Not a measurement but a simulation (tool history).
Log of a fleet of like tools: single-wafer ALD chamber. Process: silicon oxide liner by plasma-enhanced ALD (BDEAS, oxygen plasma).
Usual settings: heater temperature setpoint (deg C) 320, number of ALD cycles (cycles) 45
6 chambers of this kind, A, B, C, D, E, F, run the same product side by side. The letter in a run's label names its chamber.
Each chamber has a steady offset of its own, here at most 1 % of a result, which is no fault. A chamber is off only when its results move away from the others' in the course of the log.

| run | day | heater temperature setpoint (deg C) | number of ALD cycles (cycles) | hours since the last thermocouple change | read-back reference wafer on the same gauge, thickness_nm | mean film thickness on the monitor wafer (Å) |
|---|---|---|---|---|---|---|
| 1C | 0.392 | 320 | 45 | 862.3 | 3.8608 | 40.809 |
| 2F | 0.921 | 320 | 45 | 900.9 | 3.8611 | 40.819 |
| 3B | 1.558 | 320 | 45 | 490.6 | 3.8618 | 40.843 |
| 4D | 2.067 | 320 | 45 | 820.7 | 3.8612 | 40.344 |
| 5E | 2.55 | 320 | 45 | 267.4 | 3.8634 | 40.568 |
| 6A | 2.862 | 320 | 45 | 480 | 3.8638 | 40.845 |
| 7D | 3.367 | 314 | 39 | 851.9 | 3.8648 | 35.315 |
| 8E | 3.712 | 314 | 39 | 295.3 | 3.8635 | 35.486 |
| 9C | 4.121 | 314 | 39 | 951.8 | 3.8645 | 35.729 |
| 10F | 4.546 | 314 | 39 | 987.9 | 3.8657 | 35.649 |
| 11A | 4.838 | 314 | 39 | 527.4 | 3.8651 | 35.595 |
| 12B | 5.192 | 314 | 39 | 577.8 | 3.8665 | 35.811 |
| 13B | 5.675 | 308 | 53 | 589.4 | 3.8663 | 49.036 |
| 14D | 6.088 | 308 | 53 | 917.2 | 3.866 | 48.461 |
| 15A | 6.692 | 308 | 53 | 571.9 | 3.8669 | 48.98 |
| 16C | 7.054 | 308 | 53 | 1022.2 | 3.867 | 48.96 |
| 17E | 7.512 | 308 | 53 | 386.5 | 3.8681 | 48.703 |
| 18F | 7.933 | 308 | 53 | 1069.2 | 3.8678 | 48.889 |
| 19A | 8.271 | 320 | 45 | 609.8 | 3.8694 | 40.773 |
| 20D | 8.875 | 320 | 45 | 984.1 | 3.8702 | 40.435 |
| 21B | 9.183 | 320 | 45 | 673.6 | 3.8709 | 40.979 |
| 22F | 9.742 | 307 | 50 | 1112.6 | 3.8699 | 46.219 |
| 23E | 10.15 | 307 | 50 | 449.8 | 3.8704 | 46.038 |
| 24C | 10.612 | 307 | 50 | 1107.6 | 3.8707 | 46.379 |
| 25E | 11.033 | 307 | 50 | 471 | 3.8733 | 46.012 |
| 26C | 11.646 | 307 | 50 | 1132.4 | 3.872 | 46.363 |
| 27A | 11.958 | 307 | 50 | 698.3 | 3.873 | 46.214 |
| 28B | 12.329 | 320 | 52 | 749.1 | 3.8732 | 47.459 |
| 29D | 12.875 | 320 | 52 | 1080.1 | 3.874 | 46.734 |
| 30F | 13.375 | 320 | 52 | 1199.8 | 3.875 | 47.287 |
| 31B | 14.033 | 320 | 52 | 790 | 3.876 | 47.452 |
| 32A | 14.338 | 320 | 52 | 755.4 | 3.8751 | 47.202 |
| 33D | 14.738 | 320 | 52 | 1124.8 | 3.8762 | 46.806 |
| 34E | 15.183 | 320 | 45 | 570.6 | 3.877 | 40.732 |
| 35C | 15.75 | 320 | 45 | 1230.9 | 3.8767 | 40.963 |
| 36F | 16.071 | 320 | 45 | 1264.5 | 3.8778 | 40.892 |

Is one chamber off against the others, does the gauge drift, or is nothing wrong? If a chamber is off, say which, and what the likeliest cause is.

The gauge drifts, so all chambers seem to drift together. No chamber is off.
Cause: gauge reads high (%) = 0.466.
